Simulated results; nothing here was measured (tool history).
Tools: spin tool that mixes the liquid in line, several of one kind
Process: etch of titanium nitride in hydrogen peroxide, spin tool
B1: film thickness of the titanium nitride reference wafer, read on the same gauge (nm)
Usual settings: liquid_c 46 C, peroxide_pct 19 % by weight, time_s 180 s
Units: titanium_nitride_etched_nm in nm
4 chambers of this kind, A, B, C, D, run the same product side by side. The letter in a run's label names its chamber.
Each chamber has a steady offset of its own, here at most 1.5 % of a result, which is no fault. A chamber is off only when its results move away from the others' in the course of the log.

{"run": "1C", "hour": 7.0, "liquid_c": 46, "peroxide_pct": 19, "time_s": 180, "B1": 59.983, "titanium_nitride_etched_nm": 6.9577}
{"run": "2D", "hour": 14.5, "liquid_c": 46, "peroxide_pct": 19, "time_s": 180, "B1": 60.004, "titanium_nitride_etched_nm": 7.0997}
{"run": "3B", "hour": 18.9, "liquid_c": 46, "peroxide_pct": 19, "time_s": 180, "B1": 60.002, "titanium_nitride_etched_nm": 6.9441}
{"run": "4A", "hour": 25.7, "liquid_c": 46, "peroxide_pct": 19, "time_s": 180, "B1": 60.024, "titanium_nitride_etched_nm": 6.9574}
{"run": "5A", "hour": 31.6, "liquid_c": 46, "peroxide_pct": 19, "time_s": 280, "B1": 60.017, "titanium_nitride_etched_nm": 10.943}
{"run": "6B", "hour": 38.8, "liquid_c": 46, "peroxide_pct": 19, "time_s": 280, "B1": 59.99, "titanium_nitride_etched_nm": 10.829}
{"run": "7D", "hour": 45.2, "liquid_c": 46, "peroxide_pct": 19, "time_s": 280, "B1": 59.987, "titanium_nitride_etched_nm": 10.884}
{"run": "8C", "hour": 50.0, "liquid_c": 46, "peroxide_pct": 19, "time_s": 280, "B1": 59.994, "titanium_nitride_etched_nm": 10.754}
{"hour": 53.0, "done": "chamber A: heated supply line repaired"}
{"run": "9C", "hour": 56.4, "liquid_c": 46, "peroxide_pct": 14, "time_s": 180, "B1": 59.981, "titanium_nitride_etched_nm": 6.4182}
{"run": "10B", "hour": 60.6, "liquid_c": 46, "peroxide_pct": 14, "time_s": 180, "B1": 60.011, "titanium_nitride_etched_nm": 6.426}
{"run": "11D", "hour": 66.8, "liquid_c": 46, "peroxide_pct": 14, "time_s": 180, "B1": 59.978, "titanium_nitride_etched_nm": 6.4847}
{"run": "12A", "hour": 72.9, "liquid_c": 46, "peroxide_pct": 14, "time_s": 180, "B1": 60.016, "titanium_nitride_etched_nm": 6.4775}
{"run": "13B", "hour": 80.1, "liquid_c": 46, "peroxide_pct": 19, "time_s": 180, "B1": 60.013, "titanium_nitride_etched_nm": 6.8938}
{"hour": 84.7, "done": "chamber D: new drum of peroxide connected"}
{"run": "14C", "hour": 88.4, "liquid_c": 46, "peroxide_pct": 19, "time_s": 180, "B1": 59.981, "titanium_nitride_etched_nm": 6.9111}
{"run": "15D", "hour": 94.9, "liquid_c": 46, "peroxide_pct": 19, "time_s": 180, "B1": 59.954, "titanium_nitride_etched_nm": 6.9299}
{"run": "16A", "hour": 99.1, "liquid_c": 46, "peroxide_pct": 19, "time_s": 180, "B1": 60.001, "titanium_nitride_etched_nm": 6.8731}
{"run": "17D", "hour": 105.8, "liquid_c": 46, "peroxide_pct": 19, "time_s": 180, "B1": 59.96, "titanium_nitride_etched_nm": 6.9627}
{"run": "18B", "hour": 111.9, "liquid_c": 46, "peroxide_pct": 19, "time_s": 180, "B1": 59.994, "titanium_nitride_etched_nm": 6.8839}
{"run": "19A", "hour": 119.3, "liquid_c": 46, "peroxide_pct": 19, "time_s": 180, "B1": 60, "titanium_nitride_etched_nm": 6.9692}
{"run": "20C", "hour": 127.7, "liquid_c": 46, "peroxide_pct": 19, "time_s": 180, "B1": 60.038, "titanium_nitride_etched_nm": 6.9131}
{"run": "21D", "hour": 134.0, "liquid_c": 46, "peroxide_pct": 19, "time_s": 180, "B1": 59.974, "titanium_nitride_etched_nm": 7.0953}
{"run": "22B", "hour": 139.7, "liquid_c": 46, "peroxide_pct": 19, "time_s": 180, "B1": 59.969, "titanium_nitride_etched_nm": 6.9659}
{"run": "23A", "hour": 144.6, "liquid_c": 46, "peroxide_pct": 19, "time_s": 180, "B1": 59.996, "titanium_nitride_etched_nm": 6.9202}
{"run": "24C", "hour": 149.0, "liquid_c": 46, "peroxide_pct": 19, "time_s": 215, "B1": 59.968, "titanium_nitride_etched_nm": 8.3537}
{"run": "25C", "hour": 154.3, "liquid_c": 46, "peroxide_pct": 19, "time_s": 215, "B1": 60.001, "titanium_nitride_etched_nm": 8.3193}
{"run": "26A", "hour": 158.7, "liquid_c": 46, "peroxide_pct": 19, "time_s": 215, "B1": 60.012, "titanium_nitride_etched_nm": 8.384}
{"run": "27D", "hour": 165.1, "liquid_c": 46, "peroxide_pct": 19, "time_s": 215, "B1": 59.981, "titanium_nitride_etched_nm": 8.3917}
{"run": "28B", "hour": 170.8, "liquid_c": 46, "peroxide_pct": 19, "time_s": 180, "B1": 60.019, "titanium_nitride_etched_nm": 6.993}
{"run": "29B", "hour": 177.2, "liquid_c": 46, "peroxide_pct": 19, "time_s": 180, "B1": 59.967, "titanium_nitride_etched_nm": 6.9265}
{"run": "30D", "hour": 184.7, "liquid_c": 46, "peroxide_pct": 19, "time_s": 180, "B1": 60.02, "titanium_nitride_etched_nm": 6.9404}
{"run": "31C", "hour": 192.5, "liquid_c": 46, "peroxide_pct": 19, "time_s": 180, "B1": 59.995, "titanium_nitride_etched_nm": 6.9904}
{"run": "32A", "hour": 201.0, "liquid_c": 46, "peroxide_pct": 19, "time_s": 180, "B1": 59.997, "titanium_nitride_etched_nm": 6.9337}
{"run": "33A", "hour": 205.1, "liquid_c": 46, "peroxide_pct": 19, "time_s": 180, "B1": 60.01, "titanium_nitride_etched_nm": 6.855}
{"run": "34B", "hour": 211.7, "liquid_c": 46, "peroxide_pct": 19, "time_s": 180, "B1": 59.984, "titanium_nitride_etched_nm": 6.953}
{"run": "35D", "hour": 219.4, "liquid_c": 46, "peroxide_pct": 19, "time_s": 180, "B1": 60.001, "titanium_nitride_etched_nm": 6.9752}
{"run": "36C", "hour": 224.1, "liquid_c": 46, "peroxide_pct": 19, "time_s": 180, "B1": 60.022, "titanium_nitride_etched_nm": 6.9924}
{"run": "37A", "hour": 231.9, "liquid_c": 46, "peroxide_pct": 19, "time_s": 180, "B1": 60.018, "titanium_nitride_etched_nm": 6.9271}
{"run": "38D", "hour": 240.3, "liquid_c": 46, "peroxide_pct": 19, "time_s": 180, "B1": 60.027, "titanium_nitride_etched_nm": 6.9385}
{"run": "39B", "hour": 245.2, "liquid_c": 46, "peroxide_pct": 19, "time_s": 180, "B1": 60.001, "titanium_nitride_etched_nm": 6.9432}
{"run": "40C", "hour": 250.0, "liquid_c": 46, "peroxide_pct": 19, "time_s": 180, "B1": 60.01, "titanium_nitride_etched_nm": 6.9202}
{"run": "41B", "hour": 255.6, "liquid_c": 46, "peroxide_pct": 19, "time_s": 180, "B1": 60.028, "titanium_nitride_etched_nm": 6.9219}
{"run": "42D", "hour": 260.0, "liquid_c": 46, "peroxide_pct": 19, "time_s": 180, "B1": 59.974, "titanium_nitride_etched_nm": 6.9228}

What goes on in this fleet: one chamber off, a drifting gauge, or nothing beyond the chambers' own small offsets? Name the chamber and the cause, if any.

No chamber stands off beyond its own small offset, and the gauge holds steady.
